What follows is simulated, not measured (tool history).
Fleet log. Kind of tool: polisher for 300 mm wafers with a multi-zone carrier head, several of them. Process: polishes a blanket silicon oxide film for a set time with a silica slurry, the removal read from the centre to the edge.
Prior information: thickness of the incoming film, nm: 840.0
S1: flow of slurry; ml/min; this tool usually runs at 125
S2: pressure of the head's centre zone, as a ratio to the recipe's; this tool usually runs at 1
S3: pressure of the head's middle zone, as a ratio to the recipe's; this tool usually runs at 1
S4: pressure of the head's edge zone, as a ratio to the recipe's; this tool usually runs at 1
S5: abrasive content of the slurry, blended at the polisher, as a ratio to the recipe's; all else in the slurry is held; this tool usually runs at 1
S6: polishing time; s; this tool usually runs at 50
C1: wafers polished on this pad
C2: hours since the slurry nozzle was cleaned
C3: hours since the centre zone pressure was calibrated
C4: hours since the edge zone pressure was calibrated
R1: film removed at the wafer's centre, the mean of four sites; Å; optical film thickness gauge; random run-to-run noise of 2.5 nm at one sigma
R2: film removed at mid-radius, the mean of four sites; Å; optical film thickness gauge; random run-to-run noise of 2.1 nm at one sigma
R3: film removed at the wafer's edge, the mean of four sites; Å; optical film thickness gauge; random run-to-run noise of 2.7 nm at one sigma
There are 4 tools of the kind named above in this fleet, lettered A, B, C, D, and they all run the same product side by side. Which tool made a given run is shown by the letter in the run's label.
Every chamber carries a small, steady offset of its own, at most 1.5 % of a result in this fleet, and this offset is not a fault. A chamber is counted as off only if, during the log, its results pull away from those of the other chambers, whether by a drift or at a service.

-- hour=10.7 chamber B: slurry nozzle cleaned
run 1C hour=14.7 | S1=125 S2=1 S3=1 S4=1 S5=1 S6=50 | C1=478 C2=360.2 C3=139.9 C4=763.3 | R1=2832.9 R2=2788.4 R3=2803.9
run 2A hour=22.6 | S1=125 S2=1 S3=1 S4=1 S5=1 S6=50 | C1=898 C2=667.7 C3=241.7 C4=354.1 | R1=2786 R2=2752.8 R3=2811.8
-- hour=30.4 chamber B: edge zone pressure recalibrated
run 3B hour=32.2 | S1=125 S2=1 S3=1 S4=1 S5=1 S6=50 | C1=1139 C2=21.5 C3=273.7 C4=1.8 | R1=2762.4 R2=2782.6 R3=2769.2
-- hour=36.8 chamber B: worn pad replaced by a new one
-- hour=37.6 chamber A: worn pad replaced by a new one
-- hour=38.3 chamber C: worn pad replaced by a new one
run 4D hour=39.6 | S1=125 S2=1 S3=1 S4=1 S5=1 S6=50 | C1=1039 C2=123.6 C3=241.7 C4=399.4 | R1=2791.5 R2=2748.2 R3=2816
run 5D hour=48.3 | S1=85 S2=1 S3=1 S4=1 S5=1.2 S6=50 | C1=1157 C2=132.3 C3=250.4 C4=408.1 | R1=2686.6 R2=2736 R3=2810.1
run 6B hour=61.8 | S1=85 S2=1 S3=1 S4=1 S5=1.2 S6=50 | C1=338 C2=51.1 C3=303.3 C4=31.4 | R1=2658.7 R2=2716.4 R3=2782
-- hour=62.6 chamber A: edge zone pressure recalibrated
-- hour=66.5 chamber D: worn pad replaced by a new one
run 7A hour=69.3 | S1=85 S2=1 S3=1 S4=1 S5=1.2 S6=50 | C1=429 C2=714.4 C3=288.4 C4=6.8 | R1=2621.3 R2=2672.3 R3=2827.3
run 8C hour=85.3 | S1=85 S2=1 S3=1 S4=1 S5=1.2 S6=50 | C1=637 C2=430.8 C3=210.5 C4=833.9 | R1=2672.8 R2=2741.3 R3=2819.2
run 9A hour=94.8 | S1=125 S2=1 S3=1 S4=1 S5=1 S6=50 | C1=774 C2=739.9 C3=313.9 C4=32.3 | R1=2771 R2=2767.7 R3=2785.9
-- hour=100.2 chamber A: worn pad replaced by a new one
run 10D hour=104.1 | S1=125 S2=1 S3=1 S4=1 S5=1 S6=50 | C1=509 C2=188.1 C3=306.2 C4=463.9 | R1=2764.6 R2=2818.3 R3=2765.2
run 11C hour=114.7 | S1=125 S2=1 S3=1 S4=1 S5=1.2 S6=50 | C1=1035 C2=460.2 C3=239.9 C4=863.3 | R1=3059.7 R2=3063.2 R3=3089.2
-- hour=116.6 chamber C: worn pad replaced by a new one
-- hour=117 chamber B: worn pad replaced by a new one
run 12B hour=130.3 | S1=125 S2=1 S3=1 S4=1 S5=1.2 S6=50 | C1=180 C2=119.6 C3=371.8 C4=99.9 | R1=3091.5 R2=3038 R3=2961.8
run 13D hour=143.4 | S1=125 S2=1 S3=1 S4=1 S5=1.2 S6=50 | C1=1041 C2=227.4 C3=345.5 C4=503.2 | R1=2956.3 R2=3022.4 R3=3004.4
-- hour=147.2 chamber D: worn pad replaced by a new one
run 14B hour=153.3 | S1=125 S2=1 S3=1 S4=1 S5=1.2 S6=50 | C1=491 C2=142.6 C3=394.8 C4=122.9 | R1=3068.9 R2=3004.3 R3=3009.3
run 15A hour=164.8 | S1=125 S2=1 S3=1 S4=1 S5=1 S6=50 | C1=874 C2=809.9 C3=383.9 C4=102.3 | R1=2747.9 R2=2757.5 R3=2805.1
-- hour=167.4 chamber A: slurry nozzle cleaned
-- hour=169.8 chamber A: worn pad replaced by a new one
run 16C hour=178.5 | S1=125 S2=1 S3=1 S4=1 S5=1 S6=50 | C1=838 C2=524 C3=303.7 C4=927.1 | R1=2818.7 R2=2799.8 R3=2847.2
-- hour=179 chamber C: worn pad replaced by a new one
run 17D hour=194.6 | S1=125 S2=1 S3=1 S4=1 S5=1 S6=50 | C1=642 C2=278.6 C3=396.7 C4=554.4 | R1=2773.6 R2=2792.9 R3=2810.1
-- hour=201.3 chamber B: worn pad replaced by a new one
run 18A hour=204.9 | S1=125 S2=1 S3=1 S4=1 S5=0.75 S6=50 | C1=476 C2=37.5 C3=424 C4=142.4 | R1=2414.9 R2=2406.6 R3=2446.3
run 19B hour=215.5 | S1=125 S2=1 S3=1 S4=1 S5=0.75 S6=50 | C1=192 C2=204.8 C3=457 C4=185.1 | R1=2527.4 R2=2444.8 R3=2413.7
run 20C hour=227.6 | S1=125 S2=1 S3=1 S4=1 S5=0.75 S6=50 | C1=657 C2=573.1 C3=352.8 C4=976.2 | R1=2440.9 R2=2439.1 R3=2415.6
-- hour=231.2 chamber D: edge zone pressure recalibrated
-- hour=231.4 chamber A: worn pad replaced by a new one
run 21B hour=235.1 | S1=125 S2=1 S3=1 S4=1 S5=0.75 S6=50 | C1=457 C2=224.4 C3=476.6 C4=204.7 | R1=2493.7 R2=2436.1 R3=2435
-- hour=242.7 chamber C: worn pad replaced by a new one
-- hour=243.1 chamber A: centre zone pressure recalibrated
run 22A hour=245.4 | S1=125 S2=1 S3=1 S4=1 S5=1 S6=50 | C1=189 C2=78 C3=2.3 C4=182.9 | R1=2785.7 R2=2757.4 R3=2820.1
-- hour=249.6 chamber D: worn pad replaced by a new one
run 23C hour=257.6 | S1=125 S2=1 S3=1 S4=1 S5=1 S6=50 | C1=201 C2=603.1 C3=382.8 C4=1006.2 | R1=2793.8 R2=2808.3 R3=2787.9
run 24D hour=264.6 | S1=125 S2=1 S3=1 S4=1 S5=1 S6=50 | C1=203 C2=348.6 C3=466.7 C4=33.5 | R1=2764.7 R2=2769.2 R3=2788.8
-- hour=273.1 chamber C: centre zone pressure recalibrated
run 25D hour=275.3 | S1=125 S2=1 S3=1 S4=1 S5=1 S6=58 | C1=348 C2=359.3 C3=477.4 C4=44.2 | R1=3187.2 R2=3199.5 R3=3251.8
-- hour=277.5 chamber B: worn pad replaced by a new one
-- hour=280.7 chamber C: slurry nozzle cleaned
run 26C hour=286.3 | S1=125 S2=1 S3=1 S4=1 S5=1 S6=58 | C1=590 C2=5.7 C3=13.3 C4=1034.9 | R1=3269.1 R2=3214.6 R3=3179.7
-- hour=300.6 chamber A: worn pad replaced by a new one
run 27A hour=301.9 | S1=125 S2=1 S3=1 S4=1 S5=1 S6=58 | C1=18 C2=134.5 C3=58.8 C4=239.4 | R1=3269.9 R2=3217.1 R3=3287.6
run 28B hour=312.8 | S1=125 S2=1 S3=1 S4=1 S5=1 S6=58 | C1=478 C2=302.1 C3=554.3 C4=282.4 | R1=3424.9 R2=3250.8 R3=3239
-- hour=319.4 chamber C: worn pad replaced by a new one
run 29A hour=326.6 | S1=125 S2=1 S3=1 S4=1 S5=1 S6=50 | C1=352 C2=159.2 C3=83.5 C4=264.1 | R1=2797 R2=2728.9 R3=2809
run 30C hour=341.3 | S1=125 S2=1 S3=1 S4=1 S5=1 S6=50 | C1=296 C2=60.7 C3=68.3 C4=1089.9 | R1=2848.4 R2=2824.3 R3=2773.7

Next, every chamber runs the same settings. What will each give?
run 31A hour=352.8 | S1=125 S2=1 S3=1 S4=1 S5=1 S6=50 | R1=? R2=? R3=?
run 31B hour=352.8 | S1=125 S2=1 S3=1 S4=1 S5=1 S6=50 | R1=? R2=? R3=?
run 31C hour=352.8 | S1=125 S2=1 S3=1 S4=1 S5=1 S6=50 | R1=? R2=? R3=?
run 31D hour=352.8 | S1=125 S2=1 S3=1 S4=1 S5=1 S6=50 | R1=? R2=? R3=?

run=31A R1=2798.7 R2=2804.8 R3=2791.1
run=31B R1=3006.3 R2=2796 R3=2793.7
run=31C R1=2848.5 R2=2819.7 R3=2735.8
run=31D R1=2757.9 R2=2813.9 R3=2747.9

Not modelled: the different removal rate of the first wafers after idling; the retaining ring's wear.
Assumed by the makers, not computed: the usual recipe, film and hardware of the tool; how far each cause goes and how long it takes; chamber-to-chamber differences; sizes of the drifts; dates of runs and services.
